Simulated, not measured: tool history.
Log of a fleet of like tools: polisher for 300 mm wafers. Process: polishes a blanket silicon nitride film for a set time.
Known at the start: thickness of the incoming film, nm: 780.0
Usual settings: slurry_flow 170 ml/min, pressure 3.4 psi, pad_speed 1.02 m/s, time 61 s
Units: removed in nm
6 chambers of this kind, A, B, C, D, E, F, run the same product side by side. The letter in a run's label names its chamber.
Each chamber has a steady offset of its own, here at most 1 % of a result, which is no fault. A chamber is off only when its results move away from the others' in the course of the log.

{"run": "1E", "hour": 10.2, "slurry_flow": 170, "pressure": 3.4, "pad_speed": 1.02, "time": 61, "removed": 99.143}
{"hour": 14.6, "done": "chamber A: worn pad replaced by a new one"}
{"run": "2B", "hour": 19.3, "slurry_flow": 170, "pressure": 3.4, "pad_speed": 1.02, "time": 61, "removed": 99.703}
{"run": "3F", "hour": 32.7, "slurry_flow": 170, "pressure": 3.4, "pad_speed": 1.02, "time": 61, "removed": 100.01}
{"run": "4A", "hour": 47.7, "slurry_flow": 170, "pressure": 3.4, "pad_speed": 1.02, "time": 61, "removed": 101.33}
{"hour": 49.6, "done": "chamber B: slurry nozzle cleaned"}
{"run": "5D", "hour": 58.9, "slurry_flow": 170, "pressure": 3.4, "pad_speed": 1.02, "time": 61, "removed": 102.09}
{"hour": 61.6, "done": "chamber C: worn pad replaced by a new one"}
{"run": "6C", "hour": 73.6, "slurry_flow": 170, "pressure": 3.4, "pad_speed": 1.02, "time": 61, "removed": 100.06}
{"hour": 77.1, "done": "chamber F: worn pad replaced by a new one"}
{"hour": 77.8, "done": "chamber B: worn pad replaced by a new one"}
{"run": "7A", "hour": 85.8, "slurry_flow": 170, "pressure": 3.4, "pad_speed": 1.02, "time": 61, "removed": 100.41}
{"hour": 87.1, "done": "chamber D: worn pad replaced by a new one"}
{"run": "8E", "hour": 101.2, "slurry_flow": 170, "pressure": 3.4, "pad_speed": 1.02, "time": 61, "removed": 99.122}
{"hour": 106.5, "done": "chamber C: head pressure recalibrated"}
{"hour": 106.7, "done": "chamber E: worn pad replaced by a new one"}
{"run": "9C", "hour": 109.5, "slurry_flow": 170, "pressure": 3.4, "pad_speed": 1.02, "time": 61, "removed": 98.893}
{"hour": 116.1, "done": "chamber A: worn pad replaced by a new one"}
{"run": "10F", "hour": 120.2, "slurry_flow": 170, "pressure": 3.4, "pad_speed": 1.02, "time": 61, "removed": 99.208}
{"run": "11B", "hour": 128.1, "slurry_flow": 170, "pressure": 3.4, "pad_speed": 1.02, "time": 61, "removed": 100.65}
{"run": "12D", "hour": 144.3, "slurry_flow": 170, "pressure": 3.4, "pad_speed": 1.02, "time": 61, "removed": 103.11}
{"hour": 154.1, "done": "chamber F: head pressure recalibrated"}
{"run": "13B", "hour": 155.0, "slurry_flow": 170, "pressure": 3.4, "pad_speed": 1.02, "time": 61, "removed": 99.321}
{"run": "14A", "hour": 171.0, "slurry_flow": 170, "pressure": 3.4, "pad_speed": 1.02, "time": 61, "removed": 99.17}
{"run": "15D", "hour": 184.3, "slurry_flow": 170, "pressure": 3.4, "pad_speed": 1.02, "time": 61, "removed": 99.342}
{"run": "16C", "hour": 193.9, "slurry_flow": 200, "pressure": 2.5, "pad_speed": 1.02, "time": 61, "removed": 74.256}
{"hour": 199.6, "done": "chamber D: head pressure recalibrated"}
{"run": "17E", "hour": 207.2, "slurry_flow": 200, "pressure": 2.5, "pad_speed": 1.02, "time": 61, "removed": 75.732}
{"hour": 214.1, "done": "chamber B: worn pad replaced by a new one"}
{"hour": 215.2, "done": "chamber A: worn pad replaced by a new one"}
{"hour": 219.0, "done": "chamber D: worn pad replaced by a new one"}
{"run": "18F", "hour": 219.6, "slurry_flow": 200, "pressure": 2.5, "pad_speed": 1.02, "time": 61, "removed": 67.859}
{"hour": 222.3, "done": "chamber E: worn pad replaced by a new one"}
{"run": "19A", "hour": 230.7, "slurry_flow": 200, "pressure": 2.5, "pad_speed": 1.02, "time": 61, "removed": 75.796}
{"run": "20E", "hour": 241.4, "slurry_flow": 200, "pressure": 2.5, "pad_speed": 1.02, "time": 61, "removed": 75.527}
{"hour": 241.6, "done": "chamber C: worn pad replaced by a new one"}
{"run": "21B", "hour": 248.8, "slurry_flow": 200, "pressure": 2.5, "pad_speed": 1.02, "time": 61, "removed": 74.661}
{"run": "22C", "hour": 263.4, "slurry_flow": 205, "pressure": 3.9, "pad_speed": 1.02, "time": 61, "removed": 116.51}
{"hour": 265.4, "done": "chamber F: worn pad replaced by a new one"}
{"hour": 265.4, "done": "chamber C: slurry nozzle cleaned"}
{"run": "23F", "hour": 275.7, "slurry_flow": 205, "pressure": 3.9, "pad_speed": 1.02, "time": 61, "removed": 107.18}
{"run": "24D", "hour": 289.9, "slurry_flow": 205, "pressure": 3.9, "pad_speed": 1.02, "time": 61, "removed": 116.08}
{"run": "25B", "hour": 299.9, "slurry_flow": 205, "pressure": 3.9, "pad_speed": 1.02, "time": 61, "removed": 119.56}
{"run": "26A", "hour": 309.4, "slurry_flow": 205, "pressure": 3.9, "pad_speed": 1.02, "time": 61, "removed": 116.62}
{"run": "27E", "hour": 317.8, "slurry_flow": 205, "pressure": 3.9, "pad_speed": 1.02, "time": 61, "removed": 117.39}
{"hour": 329.0, "done": "chamber A: worn pad replaced by a new one"}
{"hour": 329.4, "done": "chamber E: slurry nozzle cleaned"}
{"run": "28D", "hour": 333.9, "slurry_flow": 170, "pressure": 3.4, "pad_speed": 1.02, "time": 61, "removed": 99.256}
{"hour": 335.1, "done": "chamber D: worn pad replaced by a new one"}
{"hour": 344.3, "done": "chamber E: worn pad replaced by a new one"}
{"run": "29C", "hour": 344.8, "slurry_flow": 170, "pressure": 3.4, "pad_speed": 1.02, "time": 61, "removed": 98.353}
{"run": "30F", "hour": 352.3, "slurry_flow": 170, "pressure": 3.4, "pad_speed": 1.02, "time": 61, "removed": 92.181}
{"hour": 352.5, "done": "chamber B: worn pad replaced by a new one"}
{"run": "31B", "hour": 368.4, "slurry_flow": 170, "pressure": 3.4, "pad_speed": 1.02, "time": 61, "removed": 100.8}
{"run": "32A", "hour": 381.0, "slurry_flow": 170, "pressure": 3.4, "pad_speed": 1.02, "time": 61, "removed": 98.452}
{"hour": 388.9, "done": "chamber F: slurry nozzle cleaned"}
{"run": "33C", "hour": 391.0, "slurry_flow": 170, "pressure": 3.4, "pad_speed": 1.02, "time": 61, "removed": 99.939}
{"hour": 397.3, "done": "chamber B: slurry nozzle cleaned"}
{"run": "34E", "hour": 403.0, "slurry_flow": 170, "pressure": 3.4, "pad_speed": 1.02, "time": 61, "removed": 100.58}
{"run": "35D", "hour": 413.4, "slurry_flow": 170, "pressure": 3.4, "pad_speed": 1.02, "time": 61, "removed": 101.19}
{"run": "36F", "hour": 425.2, "slurry_flow": 170, "pressure": 3.4, "pad_speed": 1.02, "time": 61, "removed": 90.923}
{"run": "37F", "hour": 436.8, "slurry_flow": 170, "pressure": 3.4, "pad_speed": 1.02, "time": 61, "removed": 89.518}
{"hour": 442.3, "done": "chamber D: slurry nozzle cleaned"}
{"run": "38B", "hour": 447.7, "slurry_flow": 220, "pressure": 3.4, "pad_speed": 0.74, "time": 61, "removed": 80.438}
{"hour": 451.8, "done": "chamber D: worn pad replaced by a new one"}
{"hour": 456.0, "done": "chamber C: worn pad replaced by a new one"}
{"run": "39E", "hour": 460.0, "slurry_flow": 220, "pressure": 3.4, "pad_speed": 0.74, "time": 61, "removed": 81.363}
{"run": "40D", "hour": 474.1, "slurry_flow": 220, "pressure": 3.4, "pad_speed": 0.74, "time": 61, "removed": 81.388}
{"run": "41C", "hour": 489.5, "slurry_flow": 220, "pressure": 3.4, "pad_speed": 0.74, "time": 61, "removed": 79.485}

Is one chamber off against the others, does the gauge drift, or is nothing wrong? If a chamber is off, say which, and what the likeliest cause is.

A service left chamber F off against the others.
Cause: head's pressure below its setpoint, % = 9.75.

Here are 4 candidates for chamber F's next run, each the usual settings with a change, their results left as question marks. Which one brings its results back in line with what the others give on the usual settings?
In line means no further than this from the other chambers' mean on the usual settings: removed 4.500 nm
{"run": "42F-1", "hour": 501.3, "slurry_flow": 170, "pressure": 3.4, "pad_speed": 1.12, "time": 69, "removed": "?"}
{"run": "42F-2", "hour": 501.3, "slurry_flow": 170, "pressure": 3.5, "pad_speed": 1.06, "time": 63, "removed": "?"}
{"run": "42F-3", "hour": 501.3, "slurry_flow": 170, "pressure": 3.3, "pad_speed": 0.98, "time": 59, "removed": "?"}
{"run": "42F-4", "hour": 501.3, "slurry_flow": 170, "pressure": 3.1, "pad_speed": 0.96, "time": 56, "removed": "?"}

The other chambers' mean on the usual settings: removed 99.667 nm
run=42F-1 removed=109.300
run=42F-2 removed=98.383
run=42F-3 removed=81.569
run=42F-4 removed=71.488
42F-2 brings the chamber back in line.
